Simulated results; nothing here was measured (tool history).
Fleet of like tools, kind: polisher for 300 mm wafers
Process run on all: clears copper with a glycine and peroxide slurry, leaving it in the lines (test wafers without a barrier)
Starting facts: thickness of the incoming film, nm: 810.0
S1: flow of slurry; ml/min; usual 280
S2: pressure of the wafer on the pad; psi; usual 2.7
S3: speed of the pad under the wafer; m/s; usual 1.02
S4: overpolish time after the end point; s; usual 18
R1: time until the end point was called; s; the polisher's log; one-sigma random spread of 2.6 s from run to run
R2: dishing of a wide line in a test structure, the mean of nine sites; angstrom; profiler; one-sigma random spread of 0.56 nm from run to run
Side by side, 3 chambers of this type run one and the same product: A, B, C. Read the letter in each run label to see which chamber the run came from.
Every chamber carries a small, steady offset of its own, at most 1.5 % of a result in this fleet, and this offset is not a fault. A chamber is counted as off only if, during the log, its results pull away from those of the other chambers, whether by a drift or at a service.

run	hour	S1	S2	S3	S4	R1	R2
1A	9.0	280	2.7	1.02	18	127.88	312.05
2C	14.8	280	2.7	1.02	18	136.60	299.13
3B	21.8	280	2.7	1.02	18	130.90	308.91
4C	32.5	280	2.7	1.02	18	129.44	300.55
5A	45.2	280	2.7	1.02	18	132.45	316.37
6B	51.7	340	3.5	1.02	18	106.70	328.77
7A	60.0	340	3.5	1.02	18	103.63	327.21
8B	72.3	340	3.5	1.02	18	104.78	321.87
# hour 81.3: chamber B: worn pad replaced by a new one
9C	84.4	280	2.7	1.02	22	128.90	321.74
10C	96.1	280	2.7	1.02	22	135.03	318.47
11A	108.1	280	2.7	1.02	22	129.27	329.00
12B	118.5	280	2.7	0.74	10	170.39	234.48
13C	126.4	280	2.7	0.74	10	167.42	230.64
14A	137.8	280	2.7	0.74	10	165.22	227.08
15B	144.1	280	2.7	1.02	18	130.81	322.20
16C	150.7	280	2.7	1.02	18	134.73	302.34
# hour 154.8: chamber C: worn pad replaced by a new one
17A	158.0	280	2.7	1.02	18	124.01	309.05
# hour 164.4: chamber C: head pressure recalibrated
18B	167.1	280	2.7	1.02	18	126.06	316.51
19C	175.8	280	2.7	1.02	18	130.30	314.35
# hour 178.0: chamber A: worn pad replaced by a new one
# hour 178.3: chamber B: worn pad replaced by a new one
20A	183.5	280	2.7	1.02	18	132.94	309.65
# hour 185.0: chamber C: slurry nozzle cleaned
21B	192.6	280	2.7	1.02	18	132.07	324.44
# hour 196.1: chamber A: slurry nozzle cleaned
22C	200.9	280	2.7	1.02	18	134.11	313.88
23A	207.0	280	2.7	1.02	18	129.76	314.88
24B	216.9	280	2.4	1.02	10	145.28	246.54
25C	227.2	280	2.4	1.02	10	140.79	238.49
26A	235.9	280	2.4	1.02	10	144.90	243.09
27B	247.7	280	2.7	1.02	18	128.45	318.94
28B	253.7	280	2.7	1.02	18	133.05	314.18
29C	263.0	280	2.7	1.02	13	128.64	282.27
# hour 270.4: chamber A: head pressure recalibrated
30A	275.3	280	2.7	1.02	13	126.97	285.18
31A	281.5	280	2.7	1.02	13	131.00	281.41
32C	292.8	280	2.7	1.02	18	132.38	312.04
# hour 294.0: chamber B: worn pad replaced by a new one
33B	303.1	280	2.7	1.02	18	133.91	313.77
34C	314.2	280	2.7	1.02	18	127.23	304.53
35A	324.6	280	2.7	1.28	18	106.14	309.34
36B	333.8	280	2.7	1.28	18	106.59	319.62
37A	346.4	280	2.7	1.28	18	109.67	311.25

Read the log: is a single chamber off, either drifting away or since a service, is the gauge that measures every chamber drifting, or is nothing wrong beyond small per-chamber offsets? Name any odd chamber and what most likely caused it.

Neither any chamber nor the gauge drifts; the chambers differ only by their own small, steady offsets.

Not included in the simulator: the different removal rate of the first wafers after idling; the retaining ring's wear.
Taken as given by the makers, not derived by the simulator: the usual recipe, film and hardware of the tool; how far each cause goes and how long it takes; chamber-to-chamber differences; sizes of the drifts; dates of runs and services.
